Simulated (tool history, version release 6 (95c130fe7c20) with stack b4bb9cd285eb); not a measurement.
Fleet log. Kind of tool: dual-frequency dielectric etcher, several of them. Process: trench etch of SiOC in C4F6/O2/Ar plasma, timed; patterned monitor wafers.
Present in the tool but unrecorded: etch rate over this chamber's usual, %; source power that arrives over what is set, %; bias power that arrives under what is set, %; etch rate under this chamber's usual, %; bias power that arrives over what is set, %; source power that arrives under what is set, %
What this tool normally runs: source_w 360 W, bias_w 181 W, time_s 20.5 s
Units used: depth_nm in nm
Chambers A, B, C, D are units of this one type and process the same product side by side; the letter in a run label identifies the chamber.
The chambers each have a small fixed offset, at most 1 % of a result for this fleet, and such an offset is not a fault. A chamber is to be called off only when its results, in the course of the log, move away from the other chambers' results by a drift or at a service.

run	hour	source_w	bias_w	time_s	hours since the last wet clean	hours since the last source power generator calibration	hours since the last bias power generator calibration	read-back reference wafer on the same gauge, depth_nm	depth_nm
1C	3.7	360	181	20.5	175.5	8.7	838.2	48.123	41.162
2B	7.7	360	181	20.5	109.9	161.8	1332.6	48.159	41.195
3A	13.1	360	181	20.5	40.5	4682.7	2413.5	48.144	40.033
4D	18.6	360	181	20.5	78.6	1905	638.1	48.146	40.88
5D	23.5	360	181	20.5	83.5	1909.9	643	48.161	40.873
6B	29.1	360	206	20.5	131.3	183.2	1354	48.151	42.445
7A	33.7	360	206	20.5	61.1	4703.3	2434.1	48.049	41.907
8C	36.7	360	206	20.5	208.5	41.7	871.2	48.1	42.844
9C	39.5	360	206	20.5	211.3	44.5	874	48.137	43.182
10D	42.3	360	181	20.5	102.3	1928.7	661.8	48.097	40.656
# hour 43.6: chamber A: source power generator calibrated
11B	47.1	360	181	20.5	149.3	201.2	1372	48.094	40.554
12A	53.3	360	181	20.5	80.7	9.8	2453.7	48.129	40.989
13A	57.7	360	181	20.5	85.1	14.2	2458.1	48.061	40.685
14C	61.7	360	181	20.5	233.5	66.7	896.2	48.081	41.139
15B	67.9	360	181	20.5	170.1	222	1392.8	48.057	40.627
16D	71.9	360	181	20.5	131.9	1958.3	691.4	48.165	40.833
17B	76.9	410	181	25.5	179.1	231	1401.8	48.105	53.55
18C	81.5	410	181	25.5	253.3	86.5	916	48.067	54.265
19A	85.4	410	181	25.5	112.8	41.9	2485.8	48.099	53.496
20D	88.5	410	181	25.5	148.5	1974.9	708	48.114	53.667
21C	94.2	360	181	20.5	266	99.2	928.7	48.108	40.714
22A	100.3	360	181	20.5	127.7	56.8	2500.7	48.147	41.049
23D	103.5	360	181	20.5	163.5	1989.9	723	48.107	41.181
24B	108.7	360	181	20.5	210.9	262.8	1433.6	48.119	40.582
25C	114.7	360	181	20.5	286.5	119.7	949.2	48.078	41.181
26A	117.4	360	181	20.5	144.8	73.9	2517.8	48.064	40.72
27D	120.1	360	203	20.5	180.1	2006.5	739.6	48.134	42.909
28B	126.1	360	203	20.5	228.3	280.2	1451	48.102	41.467
29A	129	360	203	20.5	156.4	85.5	2529.4	48.056	42.226
30B	132.4	360	203	20.5	234.6	286.5	1457.3	48.193	41.013
31C	137.8	290	181	18	309.6	142.8	972.3	48.086	33.22
32D	143	290	181	18	203	2029.4	762.5	48.094	33.209
33B	146.3	290	181	18	248.5	300.4	1471.2	48.076	31.883
34D	152.5	290	181	18	212.5	2038.9	772	48.015	33.11
35A	156.7	360	181	20.5	184.1	113.2	2557.1	48.085	41.08
36C	161.4	360	181	20.5	333.2	166.4	995.9	48.071	40.943
37A	166.1	360	181	20.5	193.5	122.6	2566.5	48.053	40.716
38C	169.8	360	181	20.5	341.6	174.8	1004.3	48.104	41.211

Which is it: a chamber that has drifted or been left off by a service, a gauge drift common to all chambers, or only each chamber's usual small offset? If a chamber is off, name it and its likeliest cause.

Chamber B drifts away from the others.
What lies behind it: etch rate under this chamber's usual, % = 3.64.

Which of the 4 candidates below, each the usual settings with something changed and its results left as question marks, puts chamber B back in line with what the other chambers give on the usual settings?
Maximum distance from the other chambers' mean on the usual settings for a result to count as in line: depth_nm 0.96 nm
39B-1	174.2	390	181	20.5					?
39B-2	174.2	340	173	20.5					?
39B-3	174.2	360	181	22					?
39B-4	174.2	360	181	19					?

Usual-settings mean across the other chambers: depth_nm 40.911 nm
run	depth_nm
39B-1	40.85
39B-2	38.15
39B-3	42.478
39B-4	36.685
With 39B-1, the chamber falls back in line with the rest.
